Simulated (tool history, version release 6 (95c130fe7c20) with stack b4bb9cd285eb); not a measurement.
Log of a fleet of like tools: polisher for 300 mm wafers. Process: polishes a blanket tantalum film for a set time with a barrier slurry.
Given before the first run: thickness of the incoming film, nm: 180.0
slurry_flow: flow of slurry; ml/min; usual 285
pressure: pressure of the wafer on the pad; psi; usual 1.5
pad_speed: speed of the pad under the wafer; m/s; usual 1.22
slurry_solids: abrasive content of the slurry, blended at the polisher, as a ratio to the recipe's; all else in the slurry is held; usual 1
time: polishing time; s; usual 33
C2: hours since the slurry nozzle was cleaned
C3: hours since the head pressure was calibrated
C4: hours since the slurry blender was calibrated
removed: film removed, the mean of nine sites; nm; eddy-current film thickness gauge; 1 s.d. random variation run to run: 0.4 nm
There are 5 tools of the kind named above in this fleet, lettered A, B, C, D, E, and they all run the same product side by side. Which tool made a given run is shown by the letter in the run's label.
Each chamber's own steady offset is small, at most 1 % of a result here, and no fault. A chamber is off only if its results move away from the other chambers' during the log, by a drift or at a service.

Run 1D, day 0.271: usual settings; wafers polished on this pad 416; C2 190.1; C3 148.8; C4 74.3. Result: removed 55.171 nm.
Run 2E, day 0.512: usual settings; wafers polished on this pad 516; C2 74.9; C3 233.2; C4 156.3. Result: removed 54.789 nm.
At day 0.850: chamber B: slurry nozzle cleaned.
Run 3A, day 0.900: usual settings; wafers polished on this pad 241; C2 417.7; C3 762.2; C4 101.7. Result: removed 55.112 nm.
Run 4B, day 1.188: usual settings; wafers polished on this pad 940; C2 8.2; C3 541.9; C4 226.7. Result: removed 55.535 nm.
At day 1.217: chamber D: worn pad replaced by a new one.
At day 1.325: chamber E: worn pad replaced by a new one.
Run 5C, day 1.538: usual settings; wafers polished on this pad 622; C2 192.8; C3 670.4; C4 318.6. Result: removed 54.874 nm.
At day 1.554: chamber A: head pressure recalibrated.
Run 6C, day 1.792: usual settings; wafers polished on this pad 685; C2 198.9; C3 676.5; C4 324.7. Result: removed 55.165 nm.
Run 7D, day 2.004: usual settings but slurry_flow 190 ml/min; wafers polished on this pad 197; C2 231.7; C3 190.4; C4 115.9. Result: removed 52.789 nm.
At day 2.129: chamber B: slurry blender recalibrated.
Run 8B, day 2.375: usual settings but slurry_flow 190 ml/min; wafers polished on this pad 1236; C2 36.7; C3 570.4; C4 6.0. Result: removed 53.249 nm.
At day 2.412: chamber C: worn pad replaced by a new one.
Run 9A, day 2.604: usual settings but slurry_flow 190 ml/min; wafers polished on this pad 666; C2 458.6; C3 25.3; C4 142.6. Result: removed 52.470 nm.
Run 10E, day 2.925: usual settings but slurry_flow 190 ml/min; wafers polished on this pad 399; C2 132.8; C3 291.1; C4 214.2. Result: removed 52.387 nm.
Run 11E, day 3.221: usual settings but slurry_flow 190 ml/min; wafers polished on this pad 472; C2 139.9; C3 298.2; C4 221.3. Result: removed 52.628 nm.
At day 3.358: chamber B: worn pad replaced by a new one.
Run 12D, day 3.504: usual settings; wafers polished on this pad 570; C2 267.7; C3 226.4; C4 151.9. Result: removed 55.836 nm.
At day 3.700: chamber D: worn pad replaced by a new one.
Run 13C, day 3.771: usual settings; wafers polished on this pad 339; C2 246.4; C3 724.0; C4 372.2. Result: removed 54.945 nm.
At day 3.942: chamber A: worn pad replaced by a new one.
Run 14B, day 3.958: usual settings; wafers polished on this pad 150; C2 74.7; C3 608.4; C4 44.0. Result: removed 55.266 nm.
Run 15A, day 4.300: usual settings; wafers polished on this pad 89; C2 499.3; C3 66.0; C4 183.3. Result: removed 55.735 nm.
At day 4.454: chamber E: worn pad replaced by a new one.
At day 4.475: chamber A: slurry nozzle cleaned.
Run 16D, day 4.679: usual settings; wafers polished on this pad 244; C2 295.9; C3 254.6; C4 180.1. Result: removed 55.738 nm.
Run 17E, day 4.925: usual settings; wafers polished on this pad 117; C2 180.8; C3 339.1; C4 262.2. Result: removed 54.751 nm.
At day 5.100: chamber C: worn pad replaced by a new one.
Run 18B, day 5.208: usual settings; wafers polished on this pad 461; C2 104.7; C3 638.4; C4 74.0. Result: removed 54.612 nm.
Run 19A, day 5.492: usual settings; wafers polished on this pad 386; C2 24.4; C3 94.6; C4 211.9. Result: removed 56.085 nm.
Run 20C, day 5.775: usual settings; wafers polished on this pad 168; C2 294.5; C3 772.1; C4 420.3. Result: removed 56.036 nm.
Run 21D, day 6.167: usual settings; wafers polished on this pad 615; C2 331.6; C3 290.3; C4 215.8. Result: removed 55.803 nm.
At day 6.242: chamber A: slurry blender recalibrated.
At day 6.492: chamber D: worn pad replaced by a new one.
Run 22B, day 6.546: usual settings; wafers polished on this pad 795; C2 136.8; C3 670.5; C4 106.1. Result: removed 55.000 nm.
At day 6.696: chamber D: head pressure recalibrated.
Run 23A, day 6.788: usual settings; wafers polished on this pad 709; C2 55.5; C3 125.7; C4 13.2. Result: removed 55.811 nm.
At day 7.092: chamber E: worn pad replaced by a new one.
Run 24E, day 7.104: usual settings; wafers polished on this pad 3; C2 233.1; C3 391.4; C4 314.5. Result: removed 54.663 nm.
At day 7.162: chamber E: head pressure recalibrated.
Run 25C, day 7.388: usual settings; wafers polished on this pad 570; C2 333.2; C3 810.8; C4 459.0. Result: removed 55.585 nm.
Run 26E, day 7.717: usual settings; wafers polished on this pad 156; C2 247.8; C3 13.4; C4 329.2. Result: removed 54.785 nm.
At day 7.804: chamber C: worn pad replaced by a new one.
At day 7.838: chamber C: slurry blender recalibrated.
At day 7.850: chamber B: worn pad replaced by a new one.
Run 27A, day 7.925: usual settings; wafers polished on this pad 993; C2 82.8; C3 153.0; C4 40.5. Result: removed 55.912 nm.
Run 28B, day 8.204: usual settings; wafers polished on this pad 88; C2 176.6; C3 710.3; C4 145.9. Result: removed 54.351 nm.
Run 29C, day 8.504: usual settings; wafers polished on this pad 175; C2 360.0; C3 837.6; C4 16.1. Result: removed 55.917 nm.
Run 30D, day 8.700: usual settings; wafers polished on this pad 550; C2 392.4; C3 48.1; C4 276.6. Result: removed 54.837 nm.
Run 31B, day 8.996: usual settings; wafers polished on this pad 286; C2 195.6; C3 729.3; C4 164.9. Result: removed 55.016 nm.
Run 32C, day 9.333: usual settings; wafers polished on this pad 381; C2 379.9; C3 857.5; C4 36.0. Result: removed 54.676 nm.
At day 9.438: chamber D: worn pad replaced by a new one.
Run 33D, day 9.517: usual settings but pad_speed 0.98 m/s; wafers polished on this pad 20; C2 412.0; C3 67.7; C4 296.2. Result: removed 44.398 nm.

Next, every chamber runs the same settings. What will each give?
Run 34A, day 9.800: usual settings but pad_speed 0.84 m/s. Result: removed ?.
Run 34B, day 9.800: usual settings but pad_speed 0.84 m/s. Result: removed ?.
Run 34C, day 9.800: usual settings but pad_speed 0.84 m/s. Result: removed ?.
Run 34D, day 9.800: usual settings but pad_speed 0.84 m/s. Result: removed ?.
Run 34E, day 9.800: usual settings but pad_speed 0.84 m/s. Result: removed ?.

run  removed
34A   38.380
34B   38.013
34C   37.890
34D   38.204
34E   37.571
